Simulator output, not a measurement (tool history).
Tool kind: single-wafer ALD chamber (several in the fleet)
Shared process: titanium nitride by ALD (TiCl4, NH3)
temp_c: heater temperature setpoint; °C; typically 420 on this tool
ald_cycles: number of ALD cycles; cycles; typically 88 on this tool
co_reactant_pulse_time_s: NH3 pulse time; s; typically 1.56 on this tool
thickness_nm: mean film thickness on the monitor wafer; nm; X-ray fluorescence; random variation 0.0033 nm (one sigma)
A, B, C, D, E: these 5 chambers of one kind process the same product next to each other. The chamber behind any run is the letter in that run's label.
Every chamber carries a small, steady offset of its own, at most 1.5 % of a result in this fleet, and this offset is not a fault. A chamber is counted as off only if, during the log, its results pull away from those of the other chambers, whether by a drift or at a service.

run   hour  temp_c  ald_cycles  co_reactant_pulse_time_s  hours since the last thermocouple change  read-back reference wafer on the same gauge, thickness_nm  thickness_nm
 1A    3.5     420          88                      1.56                                     371.3                                                     1.9897        1.9415
 2B    6.2     420          88                      1.56                                     111.4                                                     1.9893        1.9414
 3C    8.4     420          88                      1.56                                      40.6                                                     1.9894        1.9476
 4E   11.9     420          88                      1.56                                     343.2                                                     1.9883        1.9476
 5D   16.3     420          88                      1.56                                     918.6                                                     1.9882        1.9619
 6E   20.4     420          88                      1.56                                     351.7                                                     1.9875        1.9401
 7A   24.7     420          88                      1.56                                     392.5                                                     1.9876        1.9334
 8C   29.4     420          88                      1.56                                      61.6                                                     1.9856        1.9463
 9D   31.9     420          88                      1.56                                     934.2                                                      1.985        1.9638
10B   34.3     420          88                      1.56                                     139.5                                                     1.9856        1.9361
11D   38.4     420          88                      1.56                                     940.7                                                     1.9856        1.9631
12C   40.9     420         102                      1.56                                      73.1                                                     1.9853        2.2546
13E   43.3     420         102                      1.56                                     374.6                                                     1.9839         2.248
14B   46.2     420         102                      1.56                                     151.4                                                     1.9847        2.2431
15A   50.4     420         102                      1.56                                     418.2                                                     1.9826        2.2406
16D   52.6     420         102                      1.56                                     954.9                                                     1.9832        2.2771
17C   56.6     420          88                      1.56                                      88.8                                                     1.9828         1.949
18B   59.2     410          79                      1.56                                     164.4                                                     1.9824        1.7276
19E   61.4     410          79                      1.56                                     392.7                                                     1.9815        1.7371
20A     65     410          79                      1.56                                     432.8                                                      1.982        1.7267
21B   67.3     410          79                      1.56                                     172.5                                                     1.9816        1.7234
22D   70.7     410          79                      1.56                                       973                                                       1.98        1.7465
23E   73.8     420          88                      1.56                                     405.1                                                     1.9801        1.9384
24A   76.1     420          88                      1.56                                     443.9                                                     1.9806        1.9333
25C   79.7     420          88                      1.56                                     111.9                                                     1.9792         1.945
26D   83.7     420          88                      1.56                                       986                                                     1.9798        1.9521
27C   88.3     420          88                      1.56                                     120.5                                                     1.9785        1.9337
28A   90.7     420          88                      1.56                                     458.5                                                     1.9783         1.924
29B   95.3     420          88                      1.56                                     200.5                                                     1.9777         1.935
30E     98     420          88                      1.56                                     429.3                                                     1.9771        1.9357
31B  101.9     420          88                      1.56                                     207.1                                                      1.977        1.9306
32A  104.4     420          88                      1.56                                     472.2                                                     1.9766         1.922

For the next run the whole fleet of 5 chambers uses the same settings. Give each chamber's results:
33A  107.8     420          88                      1.32                                                                                                                  ?
33B  107.8     420          88                      1.32                                                                                                                  ?
33C  107.8     420          88                      1.32                                                                                                                  ?
33D  107.8     420          88                      1.32                                                                                                                  ?
33E  107.8     420          88                      1.32                                                                                                                  ?

run  thickness_nm
33A        1.9072
33B        1.9183
33C        1.9226
33D         1.944
33E        1.9159

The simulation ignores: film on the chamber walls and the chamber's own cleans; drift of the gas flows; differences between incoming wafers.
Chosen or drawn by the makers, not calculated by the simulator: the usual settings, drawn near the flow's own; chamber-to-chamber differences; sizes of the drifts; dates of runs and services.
